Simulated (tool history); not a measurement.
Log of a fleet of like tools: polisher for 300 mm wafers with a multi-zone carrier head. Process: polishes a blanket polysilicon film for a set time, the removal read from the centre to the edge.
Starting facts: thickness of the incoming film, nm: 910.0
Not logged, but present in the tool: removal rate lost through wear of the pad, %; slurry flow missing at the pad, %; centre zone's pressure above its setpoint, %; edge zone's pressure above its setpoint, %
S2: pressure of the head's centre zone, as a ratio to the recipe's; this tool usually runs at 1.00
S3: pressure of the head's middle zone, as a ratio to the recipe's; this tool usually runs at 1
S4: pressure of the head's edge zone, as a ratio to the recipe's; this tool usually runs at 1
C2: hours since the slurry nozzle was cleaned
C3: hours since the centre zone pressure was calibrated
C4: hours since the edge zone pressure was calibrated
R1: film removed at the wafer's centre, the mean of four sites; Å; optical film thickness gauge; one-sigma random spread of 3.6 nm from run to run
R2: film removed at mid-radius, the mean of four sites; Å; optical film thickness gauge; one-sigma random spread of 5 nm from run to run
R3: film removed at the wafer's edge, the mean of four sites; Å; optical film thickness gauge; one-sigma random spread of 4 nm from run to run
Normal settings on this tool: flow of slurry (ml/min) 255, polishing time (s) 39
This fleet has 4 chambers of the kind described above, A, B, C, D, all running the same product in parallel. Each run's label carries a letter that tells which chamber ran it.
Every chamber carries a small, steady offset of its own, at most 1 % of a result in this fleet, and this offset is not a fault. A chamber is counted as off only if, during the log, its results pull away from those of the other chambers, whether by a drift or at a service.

{"hour": 2.6, "done": "chamber D: worn pad replaced by a new one"}
{"run": "1A", "hour": 9.6, "flow of slurry (ml/min)": 255, "S2": 1.0, "S3": 1, "S4": 1, "polishing time (s)": 39, "wafers polished on this pad": 159, "C2": 371.7, "C3": 555.1, "C4": 456.4, "R1": 3812.5, "R2": 3792.7, "R3": 3787.4}
{"run": "2C", "hour": 21.6, "flow of slurry (ml/min)": 255, "S2": 1.0, "S3": 1, "S4": 1, "polishing time (s)": 39, "wafers polished on this pad": 587, "C2": 468.7, "C3": 747.9, "C4": 98.8, "R1": 3779.2, "R2": 3923.1, "R3": 3788.2}
{"run": "3D", "hour": 29.2, "flow of slurry (ml/min)": 255, "S2": 1.0, "S3": 1, "S4": 1, "polishing time (s)": 39, "wafers polished on this pad": 222, "C2": 198.8, "C3": 376.7, "C4": 313.8, "R1": 3855.6, "R2": 3873.2, "R3": 3842.3}
{"hour": 39.8, "done": "chamber C: worn pad replaced by a new one"}
{"run": "4B", "hour": 42.1, "flow of slurry (ml/min)": 255, "S2": 1.0, "S3": 1, "S4": 1, "polishing time (s)": 39, "wafers polished on this pad": 360, "C2": 304.4, "C3": 637.4, "C4": 788.7, "R1": 3857.0, "R2": 3751.8, "R3": 3848.8}
{"run": "5B", "hour": 57.5, "flow of slurry (ml/min)": 255, "S2": 1.0, "S3": 1, "S4": 1, "polishing time (s)": 39, "wafers polished on this pad": 489, "C2": 319.8, "C3": 652.8, "C4": 804.1, "R1": 3889.1, "R2": 3897.7, "R3": 3812.1}
{"hour": 62.1, "done": "chamber A: centre zone pressure recalibrated"}
{"run": "6C", "hour": 71.9, "flow of slurry (ml/min)": 255, "S2": 1.0, "S3": 1, "S4": 1, "polishing time (s)": 39, "wafers polished on this pad": 268, "C2": 519.0, "C3": 798.2, "C4": 149.1, "R1": 3847.5, "R2": 3889.6, "R3": 3800.2}
{"run": "7A", "hour": 82.3, "flow of slurry (ml/min)": 255, "S2": 1.0, "S3": 1, "S4": 1, "polishing time (s)": 39, "wafers polished on this pad": 766, "C2": 444.4, "C3": 20.3, "C4": 529.1, "R1": 3926.7, "R2": 3885.1, "R3": 3857.7}
{"hour": 94.3, "done": "chamber B: worn pad replaced by a new one"}
{"run": "8D", "hour": 96.3, "flow of slurry (ml/min)": 255, "S2": 1.0, "S3": 1, "S4": 1, "polishing time (s)": 39, "wafers polished on this pad": 782, "C2": 265.9, "C3": 443.8, "C4": 380.9, "R1": 3901.5, "R2": 3763.7, "R3": 3839.8}
{"hour": 101.6, "done": "chamber A: worn pad replaced by a new one"}
{"run": "9D", "hour": 104.2, "flow of slurry (ml/min)": 255, "S2": 1.04, "S3": 1, "S4": 1, "polishing time (s)": 39, "wafers polished on this pad": 848, "C2": 273.8, "C3": 451.7, "C4": 388.8, "R1": 4048.7, "R2": 3870.4, "R3": 3839.0}
{"run": "10A", "hour": 111.3, "flow of slurry (ml/min)": 255, "S2": 1.04, "S3": 1, "S4": 1, "polishing time (s)": 39, "wafers polished on this pad": 81, "C2": 473.4, "C3": 49.3, "C4": 558.1, "R1": 4052.3, "R2": 3852.9, "R3": 3896.0}
{"hour": 117.2, "done": "chamber D: worn pad replaced by a new one"}
{"run": "11B", "hour": 119.7, "flow of slurry (ml/min)": 255, "S2": 1.04, "S3": 1, "S4": 1, "polishing time (s)": 39, "wafers polished on this pad": 212, "C2": 382.0, "C3": 715.0, "C4": 866.3, "R1": 4050.1, "R2": 3927.4, "R3": 3824.7}
{"run": "12C", "hour": 133.6, "flow of slurry (ml/min)": 255, "S2": 1.04, "S3": 1, "S4": 1, "polishing time (s)": 39, "wafers polished on this pad": 783, "C2": 580.7, "C3": 859.9, "C4": 210.8, "R1": 3902.6, "R2": 3804.9, "R3": 3870.1}
{"hour": 138.9, "done": "chamber B: edge zone pressure recalibrated"}
{"hour": 139.1, "done": "chamber C: worn pad replaced by a new one"}
{"run": "13C", "hour": 149.2, "flow of slurry (ml/min)": 255, "S2": 1.0, "S3": 1, "S4": 1, "polishing time (s)": 39, "wafers polished on this pad": 84, "C2": 596.3, "C3": 875.5, "C4": 226.4, "R1": 3856.9, "R2": 3922.5, "R3": 3785.2}
{"hour": 160.7, "done": "chamber D: slurry nozzle cleaned"}
{"run": "14D", "hour": 160.8, "flow of slurry (ml/min)": 255, "S2": 1.0, "S3": 1, "S4": 1, "polishing time (s)": 39, "wafers polished on this pad": 364, "C2": 0.1, "C3": 508.3, "C4": 445.4, "R1": 3905.3, "R2": 3861.1, "R3": 3794.6}
{"run": "15B", "hour": 175.2, "flow of slurry (ml/min)": 255, "S2": 1.0, "S3": 1, "S4": 1, "polishing time (s)": 39, "wafers polished on this pad": 676, "C2": 437.5, "C3": 770.5, "C4": 36.4, "R1": 3843.9, "R2": 3864.4, "R3": 3843.6}
{"run": "16A", "hour": 182.9, "flow of slurry (ml/min)": 255, "S2": 1.0, "S3": 1, "S4": 1, "polishing time (s)": 39, "wafers polished on this pad": 678, "C2": 545.0, "C3": 120.9, "C4": 629.7, "R1": 3889.4, "R2": 3884.0, "R3": 3836.2}
{"hour": 186.8, "done": "chamber B: worn pad replaced by a new one"}
{"run": "17D", "hour": 191.7, "flow of slurry (ml/min)": 255, "S2": 1.0, "S3": 1, "S4": 1, "polishing time (s)": 39, "wafers polished on this pad": 622, "C2": 31.0, "C3": 539.2, "C4": 476.3, "R1": 3925.3, "R2": 3855.8, "R3": 3773.6}
{"hour": 196.8, "done": "chamber B: slurry nozzle cleaned"}
{"run": "18C", "hour": 199.4, "flow of slurry (ml/min)": 255, "S2": 1.0, "S3": 1, "S4": 1, "polishing time (s)": 39, "wafers polished on this pad": 503, "C2": 646.5, "C3": 925.7, "C4": 276.6, "R1": 3741.1, "R2": 3872.4, "R3": 3799.6}
{"run": "19A", "hour": 213.8, "flow of slurry (ml/min)": 255, "S2": 1.0, "S3": 1, "S4": 1, "polishing time (s)": 39, "wafers polished on this pad": 936, "C2": 575.9, "C3": 151.8, "C4": 660.6, "R1": 3810.5, "R2": 3856.7, "R3": 3896.3}
{"hour": 218.6, "done": "chamber D: worn pad replaced by a new one"}
{"hour": 220.3, "done": "chamber A: worn pad replaced by a new one"}
{"run": "20B", "hour": 222.3, "flow of slurry (ml/min)": 255, "S2": 1.0, "S3": 1, "S4": 1, "polishing time (s)": 39, "wafers polished on this pad": 296, "C2": 25.5, "C3": 817.6, "C4": 83.5, "R1": 3827.6, "R2": 3826.9, "R3": 3829.0}
{"hour": 224.5, "done": "chamber C: worn pad replaced by a new one"}
{"run": "21B", "hour": 237.0, "flow of slurry (ml/min)": 255, "S2": 1.0, "S3": 1, "S4": 1, "polishing time (s)": 39, "wafers polished on this pad": 419, "C2": 40.2, "C3": 832.3, "C4": 98.2, "R1": 3933.2, "R2": 3768.8, "R3": 3857.3}
{"run": "22D", "hour": 246.0, "flow of slurry (ml/min)": 255, "S2": 1.0, "S3": 1, "S4": 1, "polishing time (s)": 39, "wafers polished on this pad": 229, "C2": 85.3, "C3": 593.5, "C4": 530.6, "R1": 3896.3, "R2": 3875.3, "R3": 3799.9}
{"hour": 253.8, "done": "chamber A: slurry nozzle cleaned"}
{"run": "23A", "hour": 260.6, "flow of slurry (ml/min)": 255, "S2": 1.06, "S3": 1, "S4": 1, "polishing time (s)": 29, "wafers polished on this pad": 336, "C2": 6.9, "C3": 198.6, "C4": 707.4, "R1": 3139.5, "R2": 2851.1, "R3": 2901.3}
{"run": "24C", "hour": 267.7, "flow of slurry (ml/min)": 255, "S2": 1.06, "S3": 1, "S4": 1, "polishing time (s)": 29, "wafers polished on this pad": 360, "C2": 714.8, "C3": 994.0, "C4": 344.9, "R1": 3051.0, "R2": 2945.3, "R3": 2847.6}
{"hour": 270.6, "done": "chamber B: worn pad replaced by a new one"}
{"run": "25A", "hour": 277.4, "flow of slurry (ml/min)": 255, "S2": 1.06, "S3": 1, "S4": 1, "polishing time (s)": 29, "wafers polished on this pad": 477, "C2": 23.7, "C3": 215.4, "C4": 724.2, "R1": 3055.9, "R2": 2857.9, "R3": 2857.3}
{"run": "26C", "hour": 285.6, "flow of slurry (ml/min)": 255, "S2": 1.06, "S3": 1, "S4": 1, "polishing time (s)": 29, "wafers polished on this pad": 510, "C2": 732.7, "C3": 1011.9, "C4": 362.8, "R1": 3020.1, "R2": 2837.6, "R3": 2888.1}
{"run": "27D", "hour": 300.7, "flow of slurry (ml/min)": 255, "S2": 1.0, "S3": 1, "S4": 1, "polishing time (s)": 39, "wafers polished on this pad": 686, "C2": 140.0, "C3": 648.2, "C4": 585.3, "R1": 3873.8, "R2": 3887.1, "R3": 3873.2}
{"hour": 311.2, "done": "chamber C: worn pad replaced by a new one"}
{"run": "28B", "hour": 313.4, "flow of slurry (ml/min)": 255, "S2": 1.0, "S3": 1, "S4": 1, "polishing time (s)": 39, "wafers polished on this pad": 357, "C2": 116.6, "C3": 908.7, "C4": 174.6, "R1": 3875.0, "R2": 3811.7, "R3": 3836.5}
{"hour": 318.4, "done": "chamber D: worn pad replaced by a new one"}
{"hour": 322.3, "done": "chamber C: centre zone pressure recalibrated"}
{"run": "29C", "hour": 329.4, "flow of slurry (ml/min)": 255, "S2": 1.0, "S3": 1, "S4": 1, "polishing time (s)": 39, "wafers polished on this pad": 152, "C2": 776.5, "C3": 7.2, "C4": 406.6, "R1": 3827.5, "R2": 3963.5, "R3": 3797.3}
{"run": "30D", "hour": 340.9, "flow of slurry (ml/min)": 255, "S2": 1.0, "S3": 1, "S4": 1, "polishing time (s)": 39, "wafers polished on this pad": 187, "C2": 180.2, "C3": 688.4, "C4": 625.5, "R1": 3865.8, "R2": 3859.3, "R3": 3829.0}
{"hour": 346.6, "done": "chamber C: slurry nozzle cleaned"}
{"hour": 353.7, "done": "chamber A: worn pad replaced by a new one"}
{"run": "31B", "hour": 356.7, "flow of slurry (ml/min)": 255, "S2": 1.0, "S3": 1, "S4": 1, "polishing time (s)": 39, "wafers polished on this pad": 719, "C2": 159.9, "C3": 952.0, "C4": 217.9, "R1": 3854.4, "R2": 3897.8, "R3": 3779.7}
{"hour": 357.0, "done": "chamber A: edge zone pressure recalibrated"}
{"run": "32A", "hour": 370.1, "flow of slurry (ml/min)": 255, "S2": 1.0, "S3": 1, "S4": 1, "polishing time (s)": 39, "wafers polished on this pad": 137, "C2": 116.4, "C3": 308.1, "C4": 13.2, "R1": 3888.4, "R2": 3856.8, "R3": 3852.3}
{"hour": 375.8, "done": "chamber B: worn pad replaced by a new one"}
{"run": "33A", "hour": 382.1, "flow of slurry (ml/min)": 255, "S2": 1.0, "S3": 1, "S4": 1, "polishing time (s)": 39, "wafers polished on this pad": 237, "C2": 128.4, "C3": 320.1, "C4": 25.2, "R1": 3908.2, "R2": 3924.6, "R3": 3873.1}
{"run": "34D", "hour": 394.2, "flow of slurry (ml/min)": 205, "S2": 1.09, "S3": 1, "S4": 1, "polishing time (s)": 39, "wafers polished on this pad": 632, "C2": 233.5, "C3": 741.7, "C4": 678.8, "R1": 4177.4, "R2": 3747.6, "R3": 3738.9}
{"run": "35C", "hour": 410.1, "flow of slurry (ml/min)": 205, "S2": 1.09, "S3": 1, "S4": 1, "polishing time (s)": 39, "wafers polished on this pad": 826, "C2": 63.6, "C3": 87.9, "C4": 487.3, "R1": 3963.9, "R2": 3709.1, "R3": 3773.0}
{"hour": 419.7, "done": "chamber C: worn pad replaced by a new one"}
{"hour": 420.5, "done": "chamber D: worn pad replaced by a new one"}
{"run": "36B", "hour": 426.3, "flow of slurry (ml/min)": 205, "S2": 1.09, "S3": 1, "S4": 1, "polishing time (s)": 39, "wafers polished on this pad": 421, "C2": 229.5, "C3": 1021.6, "C4": 287.5, "R1": 4125.9, "R2": 3784.4, "R3": 3751.6}
{"hour": 440.7, "done": "chamber D: slurry nozzle cleaned"}
{"run": "37C", "hour": 441.4, "flow of slurry (ml/min)": 205, "S2": 1.09, "S3": 1, "S4": 1, "polishing time (s)": 39, "wafers polished on this pad": 181, "C2": 94.9, "C3": 119.2, "C4": 518.6, "R1": 4051.9, "R2": 3724.0, "R3": 3739.1}
{"run": "38D", "hour": 452.0, "flow of slurry (ml/min)": 255, "S2": 1.0, "S3": 1, "S4": 1, "polishing time (s)": 39, "wafers polished on this pad": 263, "C2": 11.4, "C3": 799.5, "C4": 736.6, "R1": 3815.5, "R2": 3795.8, "R3": 3785.2}
{"run": "39B", "hour": 464.7, "flow of slurry (ml/min)": 255, "S2": 1.0, "S3": 1, "S4": 1, "polishing time (s)": 39, "wafers polished on this pad": 742, "C2": 267.9, "C3": 1060.0, "C4": 325.9, "R1": 3852.6, "R2": 3848.2, "R3": 3810.6}
{"hour": 472.9, "done": "chamber A: worn pad replaced by a new one"}
{"run": "40A", "hour": 477.3, "flow of slurry (ml/min)": 255, "S2": 1.0, "S3": 1, "S4": 1, "polishing time (s)": 39, "wafers polished on this pad": 37, "C2": 223.6, "C3": 415.3, "C4": 120.4, "R1": 3903.1, "R2": 3789.7, "R3": 3874.6}

For the next run the whole fleet of 4 chambers uses the same settings. Give each chamber's results:
{"run": "41A", "hour": 489.0, "flow of slurry (ml/min)": 255, "S2": 1.0, "S3": 1, "S4": 1, "polishing time (s)": 39, "R1": "?", "R2": "?", "R3": "?"}
{"run": "41B", "hour": 489.0, "flow of slurry (ml/min)": 255, "S2": 1.0, "S3": 1, "S4": 1, "polishing time (s)": 39, "R1": "?", "R2": "?", "R3": "?"}
{"run": "41C", "hour": 489.0, "flow of slurry (ml/min)": 255, "S2": 1.0, "S3": 1, "S4": 1, "polishing time (s)": 39, "R1": "?", "R2": "?", "R3": "?"}
{"run": "41D", "hour": 489.0, "flow of slurry (ml/min)": 255, "S2": 1.0, "S3": 1, "S4": 1, "polishing time (s)": 39, "R1": "?", "R2": "?", "R3": "?"}

run=41A R1=3782.7 R2=3832.8 R3=3856.9
run=41B R1=3830.8 R2=3830.3 R3=3815.4
run=41C R1=3777.9 R2=3809.4 R3=3801.7
run=41D R1=3908.9 R2=3853.1 R3=3850.2
